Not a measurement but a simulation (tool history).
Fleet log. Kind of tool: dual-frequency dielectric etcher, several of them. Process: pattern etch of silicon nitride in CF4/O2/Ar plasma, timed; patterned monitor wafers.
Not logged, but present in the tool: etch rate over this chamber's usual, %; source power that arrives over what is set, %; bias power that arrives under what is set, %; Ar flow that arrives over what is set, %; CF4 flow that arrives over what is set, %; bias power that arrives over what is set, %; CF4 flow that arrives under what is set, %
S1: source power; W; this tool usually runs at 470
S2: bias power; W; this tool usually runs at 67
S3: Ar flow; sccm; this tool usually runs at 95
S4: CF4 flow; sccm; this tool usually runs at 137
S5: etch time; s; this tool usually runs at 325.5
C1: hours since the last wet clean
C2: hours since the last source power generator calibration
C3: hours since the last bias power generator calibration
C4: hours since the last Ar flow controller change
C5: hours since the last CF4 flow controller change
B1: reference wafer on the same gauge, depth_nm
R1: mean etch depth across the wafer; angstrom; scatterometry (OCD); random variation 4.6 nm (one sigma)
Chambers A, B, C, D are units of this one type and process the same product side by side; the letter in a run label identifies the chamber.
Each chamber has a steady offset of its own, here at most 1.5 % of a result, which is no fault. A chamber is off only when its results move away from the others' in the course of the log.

Run 1A, hour 6.1: usual settings; C1 527.2; C2 2623; C3 1866; C4 606.2; C5 1093.9; B1 802.96. Result: R1 6818.2 angstrom.
Run 2D, hour 16.3: usual settings; C1 296.2; C2 882.5; C3 1808.1; C4 3127.7; C5 2895.5; B1 801.81. Result: R1 6732 angstrom.
Run 3C, hour 27.2: usual settings; C1 245; C2 404.6; C3 437.6; C4 2562.2; C5 1441.1; B1 802.47. Result: R1 6946.1 angstrom.
Run 4B, hour 34.1: usual settings; C1 453.4; C2 3514.1; C3 546.5; C4 2713.8; C5 241.3; B1 803.23. Result: R1 6824.2 angstrom.
Run 5D, hour 44.5: usual settings; C1 324.4; C2 910.7; C3 1836.3; C4 3155.9; C5 2923.7; B1 802.56. Result: R1 6747.6 angstrom.
Run 6C, hour 50.3: usual settings; C1 268.1; C2 427.7; C3 460.7; C4 2585.3; C5 1464.2; B1 804.12. Result: R1 6831.3 angstrom.
Run 7B, hour 58.6: usual settings but S2 61 W; C1 477.9; C2 3538.6; C3 571; C4 2738.3; C5 265.8; B1 803.41. Result: R1 6721.4 angstrom.
Run 8A, hour 64.2: usual settings but S2 61 W; C1 585.3; C2 2681.1; C3 1924.1; C4 664.3; C5 1152; B1 803.79. Result: R1 6562.1 angstrom.
Run 9D, hour 72.9: usual settings but S2 61 W; C1 352.8; C2 939.1; C3 1864.7; C4 3184.3; C5 2952.1; B1 801.67. Result: R1 6430.1 angstrom.
At hour 81.9: chamber A: source power generator calibrated.
Run 10C, hour 82: usual settings but S2 61 W; C1 299.8; C2 459.4; C3 492.4; C4 2617; C5 1495.9; B1 803.63. Result: R1 6660.1 angstrom.
Run 11A, hour 92.7: usual settings; C1 613.8; C2 10.8; C3 1952.6; C4 692.8; C5 1180.5; B1 803.33. Result: R1 7008 angstrom.
Run 12B, hour 98.1: usual settings; C1 517.4; C2 3578.1; C3 610.5; C4 2777.8; C5 305.3; B1 804.23. Result: R1 6823.8 angstrom.
At hour 101.5: chamber A: bias power generator calibrated.
Run 13C, hour 107.6: usual settings but S4 107 sccm; C1 325.4; C2 485; C3 518; C4 2642.6; C5 1521.5; B1 802.51. Result: R1 6740.6 angstrom.
At hour 111.9: chamber D: wet clean of the chamber.
Run 14D, hour 116.9: usual settings but S4 107 sccm; C1 5; C2 983.1; C3 1908.7; C4 3228.3; C5 2996.1; B1 803.11. Result: R1 6570.9 angstrom.
At hour 121.7: chamber A: wet clean of the chamber.
Run 15A, hour 128.4: usual settings but S4 107 sccm; C1 6.7; C2 46.5; C3 27; C4 728.5; C5 1216.2; B1 801.87. Result: R1 6908.7 angstrom.
Run 16B, hour 134.4: usual settings but S4 107 sccm; C1 553.7; C2 3614.4; C3 646.8; C4 2814.1; C5 341.6; B1 801.87. Result: R1 6664.2 angstrom.
Run 17A, hour 144: usual settings; C1 22.3; C2 62.1; C3 42.6; C4 744.1; C5 1231.8; B1 801.32. Result: R1 7092.9 angstrom.
Run 18D, hour 151.1: usual settings but S2 53 W; C1 39.2; C2 1017.3; C3 1942.9; C4 3262.5; C5 3030.3; B1 804.43. Result: R1 6164.8 angstrom.
At hour 160.3: chamber B: wet clean of the chamber.
Run 19C, hour 162.3: usual settings but S2 53 W; C1 380.1; C2 539.7; C3 572.7; C4 2697.3; C5 1576.2; B1 801.03. Result: R1 6354.7 angstrom.
Run 20B, hour 173.3: usual settings but S2 53 W; C1 13; C2 3653.3; C3 685.7; C4 2853; C5 380.5; B1 804.06. Result: R1 6268.7 angstrom.
Run 21B, hour 185.1: usual settings but S2 53 W; C1 24.8; C2 3665.1; C3 697.5; C4 2864.8; C5 392.3; B1 805.03. Result: R1 6182 angstrom.
Run 22A, hour 192.9: usual settings; C1 71.2; C2 111; C3 91.5; C4 793; C5 1280.7; B1 803.45. Result: R1 7021.7 angstrom.
Run 23D, hour 198.5: usual settings; C1 86.6; C2 1064.7; C3 1990.3; C4 3309.9; C5 3077.7; B1 802.94. Result: R1 6664.3 angstrom.
Run 24C, hour 204.9: usual settings but S2 62 W, S4 107 sccm; C1 422.7; C2 582.3; C3 615.3; C4 2739.9; C5 1618.8; B1 803.03. Result: R1 6527.2 angstrom.
Run 25B, hour 212: usual settings but S2 62 W, S4 107 sccm; C1 51.7; C2 3692; C3 724.4; C4 2891.7; C5 419.2; B1 803.25. Result: R1 6500.3 angstrom.
Run 26D, hour 222.2: usual settings but S2 62 W, S4 107 sccm; C1 110.3; C2 1088.4; C3 2014; C4 3333.6; C5 3101.4; B1 802.57. Result: R1 6303.3 angstrom.
Run 27A, hour 228.4: usual settings but S2 62 W, S4 107 sccm; C1 106.7; C2 146.5; C3 127; C4 828.5; C5 1316.2; B1 801.72. Result: R1 6743.2 angstrom.
Run 28C, hour 235.9: usual settings; C1 453.7; C2 613.3; C3 646.3; C4 2770.9; C5 1649.8; B1 802.9. Result: R1 6864.1 angstrom.
Run 29C, hour 242.2: usual settings; C1 460; C2 619.6; C3 652.6; C4 2777.2; C5 1656.1; B1 802.16. Result: R1 6813.5 angstrom.

All 4 chambers run these settings next. Forecast each chamber's results:
Run 30A, hour 250.8: usual settings but S3 109 sccm. Result: R1 ?.
Run 30B, hour 250.8: usual settings but S3 109 sccm. Result: R1 ?.
Run 30C, hour 250.8: usual settings but S3 109 sccm. Result: R1 ?.
Run 30D, hour 250.8: usual settings but S3 109 sccm. Result: R1 ?.

run      R1
30A  6980.9
30B  6764.1
30C  6747.6
30D  6639.1
